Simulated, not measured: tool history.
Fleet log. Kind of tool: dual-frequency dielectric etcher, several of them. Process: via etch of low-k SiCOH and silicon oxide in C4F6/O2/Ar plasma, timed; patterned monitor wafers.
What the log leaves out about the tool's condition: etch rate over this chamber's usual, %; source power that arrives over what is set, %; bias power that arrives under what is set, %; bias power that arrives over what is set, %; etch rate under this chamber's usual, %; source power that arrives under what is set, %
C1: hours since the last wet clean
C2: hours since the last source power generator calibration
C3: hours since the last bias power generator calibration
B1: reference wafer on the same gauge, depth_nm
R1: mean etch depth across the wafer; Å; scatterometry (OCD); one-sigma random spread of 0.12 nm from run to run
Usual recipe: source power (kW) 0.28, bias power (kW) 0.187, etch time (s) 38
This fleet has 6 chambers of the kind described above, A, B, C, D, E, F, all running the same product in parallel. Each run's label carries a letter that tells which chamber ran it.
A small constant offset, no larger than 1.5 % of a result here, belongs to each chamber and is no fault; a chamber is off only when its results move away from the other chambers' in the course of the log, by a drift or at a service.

{"run": "1A", "hour": 8.3, "source power (kW)": 0.28, "bias power (kW)": 0.187, "etch time (s)": 38, "C1": 323.9, "C2": 1616, "C3": 150.1, "B1": 65.6, "R1": 792.6}
{"run": "2D", "hour": 17.1, "source power (kW)": 0.28, "bias power (kW)": 0.187, "etch time (s)": 38, "C1": 221.2, "C2": 1069.9, "C3": 243.9, "B1": 65.607, "R1": 794.56}
{"run": "3B", "hour": 28.4, "source power (kW)": 0.28, "bias power (kW)": 0.187, "etch time (s)": 38, "C1": 429.7, "C2": 538.7, "C3": 3551.5, "B1": 65.62, "R1": 792.41}
{"run": "4C", "hour": 37.7, "source power (kW)": 0.28, "bias power (kW)": 0.187, "etch time (s)": 38, "C1": 329.4, "C2": 75, "C3": 3906.2, "B1": 65.618, "R1": 787.42}
{"run": "5F", "hour": 44.0, "source power (kW)": 0.28, "bias power (kW)": 0.187, "etch time (s)": 38, "C1": 143.6, "C2": 601.2, "C3": 354.7, "B1": 65.633, "R1": 801.98}
{"run": "6E", "hour": 54.8, "source power (kW)": 0.28, "bias power (kW)": 0.187, "etch time (s)": 38, "C1": 349.5, "C2": 2766, "C3": 1552.5, "B1": 65.672, "R1": 792.02}
{"run": "7F", "hour": 64.4, "source power (kW)": 0.28, "bias power (kW)": 0.187, "etch time (s)": 38, "C1": 164, "C2": 621.6, "C3": 375.1, "B1": 65.675, "R1": 801.63}
{"run": "8D", "hour": 74.1, "source power (kW)": 0.28, "bias power (kW)": 0.187, "etch time (s)": 38, "C1": 278.2, "C2": 1126.9, "C3": 300.9, "B1": 65.677, "R1": 792.72}
{"run": "9B", "hour": 82.3, "source power (kW)": 0.28, "bias power (kW)": 0.187, "etch time (s)": 38, "C1": 483.6, "C2": 592.6, "C3": 3605.4, "B1": 65.69, "R1": 791.34}
{"run": "10A", "hour": 87.4, "source power (kW)": 0.28, "bias power (kW)": 0.187, "etch time (s)": 38, "C1": 403, "C2": 1695.1, "C3": 229.2, "B1": 65.687, "R1": 793.74}
{"run": "11E", "hour": 96.0, "source power (kW)": 0.28, "bias power (kW)": 0.187, "etch time (s)": 38, "C1": 390.7, "C2": 2807.2, "C3": 1593.7, "B1": 65.712, "R1": 792.2}
{"run": "12C", "hour": 103.7, "source power (kW)": 0.28, "bias power (kW)": 0.187, "etch time (s)": 38, "C1": 395.4, "C2": 141, "C3": 3972.2, "B1": 65.697, "R1": 785.89}
{"hour": 112.9, "done": "chamber A: wet clean of the chamber"}
{"run": "13F", "hour": 114.4, "source power (kW)": 0.28, "bias power (kW)": 0.187, "etch time (s)": 38, "C1": 214, "C2": 671.6, "C3": 425.1, "B1": 65.715, "R1": 803.4}
{"run": "14C", "hour": 123.0, "source power (kW)": 0.28, "bias power (kW)": 0.187, "etch time (s)": 38, "C1": 414.7, "C2": 160.3, "C3": 3991.5, "B1": 65.724, "R1": 787.59}
{"run": "15E", "hour": 134.8, "source power (kW)": 0.28, "bias power (kW)": 0.187, "etch time (s)": 29.5, "C1": 429.5, "C2": 2846, "C3": 1632.5, "B1": 65.743, "R1": 614.11}
{"run": "16D", "hour": 143.8, "source power (kW)": 0.28, "bias power (kW)": 0.187, "etch time (s)": 29.5, "C1": 347.9, "C2": 1196.6, "C3": 370.6, "B1": 65.761, "R1": 616.58}
{"run": "17A", "hour": 154.3, "source power (kW)": 0.28, "bias power (kW)": 0.187, "etch time (s)": 29.5, "C1": 41.4, "C2": 1762, "C3": 296.1, "B1": 65.74, "R1": 616.88}
{"run": "18B", "hour": 161.1, "source power (kW)": 0.28, "bias power (kW)": 0.187, "etch time (s)": 29.5, "C1": 562.4, "C2": 671.4, "C3": 3684.2, "B1": 65.804, "R1": 616.65}
{"run": "19F", "hour": 169.8, "source power (kW)": 0.28, "bias power (kW)": 0.187, "etch time (s)": 29.5, "C1": 269.4, "C2": 727, "C3": 480.5, "B1": 65.769, "R1": 625.34}
{"run": "20A", "hour": 177.8, "source power (kW)": 0.28, "bias power (kW)": 0.187, "etch time (s)": 29.5, "C1": 64.9, "C2": 1785.5, "C3": 319.6, "B1": 65.79, "R1": 619.17}
{"run": "21E", "hour": 189.0, "source power (kW)": 0.28, "bias power (kW)": 0.187, "etch time (s)": 38, "C1": 483.7, "C2": 2900.2, "C3": 1686.7, "B1": 65.826, "R1": 793.41}
{"hour": 193.1, "done": "chamber B: wet clean of the chamber"}
{"run": "22C", "hour": 197.5, "source power (kW)": 0.28, "bias power (kW)": 0.187, "etch time (s)": 38, "C1": 489.2, "C2": 234.8, "C3": 4066, "B1": 65.847, "R1": 789.77}
{"run": "23D", "hour": 206.4, "source power (kW)": 0.28, "bias power (kW)": 0.187, "etch time (s)": 38, "C1": 410.5, "C2": 1259.2, "C3": 433.2, "B1": 65.841, "R1": 795.39}
{"run": "24B", "hour": 212.8, "source power (kW)": 0.28, "bias power (kW)": 0.187, "etch time (s)": 38, "C1": 19.7, "C2": 723.1, "C3": 3735.9, "B1": 65.822, "R1": 795.38}
{"run": "25A", "hour": 219.6, "source power (kW)": 0.28, "bias power (kW)": 0.187, "etch time (s)": 38, "C1": 106.7, "C2": 1827.3, "C3": 361.4, "B1": 65.854, "R1": 795.42}
{"run": "26E", "hour": 225.6, "source power (kW)": 0.28, "bias power (kW)": 0.187, "etch time (s)": 38, "C1": 520.3, "C2": 2936.8, "C3": 1723.3, "B1": 65.849, "R1": 794.07}
{"run": "27F", "hour": 235.5, "source power (kW)": 0.28, "bias power (kW)": 0.187, "etch time (s)": 38, "C1": 335.1, "C2": 792.7, "C3": 546.2, "B1": 65.883, "R1": 806.43}
{"hour": 241.6, "done": "chamber C: wet clean of the chamber"}
{"run": "28D", "hour": 245.9, "source power (kW)": 0.28, "bias power (kW)": 0.187, "etch time (s)": 38, "C1": 450, "C2": 1298.7, "C3": 472.7, "B1": 65.863, "R1": 795.36}
{"hour": 247.0, "done": "chamber C: bias power generator calibrated"}
{"run": "29C", "hour": 252.7, "source power (kW)": 0.28, "bias power (kW)": 0.187, "etch time (s)": 38, "C1": 11.1, "C2": 290, "C3": 5.7, "B1": 65.889, "R1": 789.24}
{"run": "30B", "hour": 259.9, "source power (kW)": 0.28, "bias power (kW)": 0.187, "etch time (s)": 38, "C1": 66.8, "C2": 770.2, "C3": 3783, "B1": 65.878, "R1": 796.7}
{"run": "31E", "hour": 269.7, "source power (kW)": 0.25, "bias power (kW)": 0.187, "etch time (s)": 48, "C1": 564.4, "C2": 2980.9, "C3": 1767.4, "B1": 65.904, "R1": 962.69}
{"run": "32C", "hour": 279.8, "source power (kW)": 0.25, "bias power (kW)": 0.187, "etch time (s)": 48, "C1": 38.2, "C2": 317.1, "C3": 32.8, "B1": 65.882, "R1": 955.57}
{"run": "33D", "hour": 289.0, "source power (kW)": 0.25, "bias power (kW)": 0.187, "etch time (s)": 48, "C1": 493.1, "C2": 1341.8, "C3": 515.8, "B1": 65.936, "R1": 962.06}
{"run": "34A", "hour": 298.1, "source power (kW)": 0.25, "bias power (kW)": 0.187, "etch time (s)": 48, "C1": 185.2, "C2": 1905.8, "C3": 439.9, "B1": 65.912, "R1": 962.51}
{"run": "35B", "hour": 303.8, "source power (kW)": 0.25, "bias power (kW)": 0.187, "etch time (s)": 48, "C1": 110.7, "C2": 814.1, "C3": 3826.9, "B1": 65.933, "R1": 962.99}
{"run": "36F", "hour": 314.0, "source power (kW)": 0.25, "bias power (kW)": 0.187, "etch time (s)": 48, "C1": 413.6, "C2": 871.2, "C3": 624.7, "B1": 65.94, "R1": 975.72}
{"run": "37E", "hour": 323.1, "source power (kW)": 0.28, "bias power (kW)": 0.187, "etch time (s)": 38, "C1": 617.8, "C2": 3034.3, "C3": 1820.8, "B1": 65.977, "R1": 795.62}
{"run": "38D", "hour": 328.4, "source power (kW)": 0.28, "bias power (kW)": 0.187, "etch time (s)": 38, "C1": 532.5, "C2": 1381.2, "C3": 555.2, "B1": 65.968, "R1": 795.86}
{"run": "39B", "hour": 334.0, "source power (kW)": 0.28, "bias power (kW)": 0.187, "etch time (s)": 38, "C1": 140.9, "C2": 844.3, "C3": 3857.1, "B1": 65.947, "R1": 795.79}
{"run": "40F", "hour": 343.2, "source power (kW)": 0.28, "bias power (kW)": 0.187, "etch time (s)": 38, "C1": 442.8, "C2": 900.4, "C3": 653.9, "B1": 65.998, "R1": 807.48}
{"run": "41A", "hour": 350.6, "source power (kW)": 0.28, "bias power (kW)": 0.187, "etch time (s)": 38, "C1": 237.7, "C2": 1958.3, "C3": 492.4, "B1": 65.965, "R1": 797.86}
{"run": "42C", "hour": 360.3, "source power (kW)": 0.28, "bias power (kW)": 0.187, "etch time (s)": 38, "C1": 118.7, "C2": 397.6, "C3": 113.3, "B1": 65.99, "R1": 791.67}
{"run": "43A", "hour": 371.1, "source power (kW)": 0.28, "bias power (kW)": 0.187, "etch time (s)": 38, "C1": 258.2, "C2": 1978.8, "C3": 512.9, "B1": 65.984, "R1": 796.22}

Which is it: a chamber that has drifted or been left off by a service, a gauge drift common to all chambers, or only each chamber's usual small offset? If a chamber is off, name it and its likeliest cause.

It is the gauge, not a chamber: its drift shows up in every chamber's results at once, and no chamber is off.
What lies behind it: gauge reads high (%) = 0.638.

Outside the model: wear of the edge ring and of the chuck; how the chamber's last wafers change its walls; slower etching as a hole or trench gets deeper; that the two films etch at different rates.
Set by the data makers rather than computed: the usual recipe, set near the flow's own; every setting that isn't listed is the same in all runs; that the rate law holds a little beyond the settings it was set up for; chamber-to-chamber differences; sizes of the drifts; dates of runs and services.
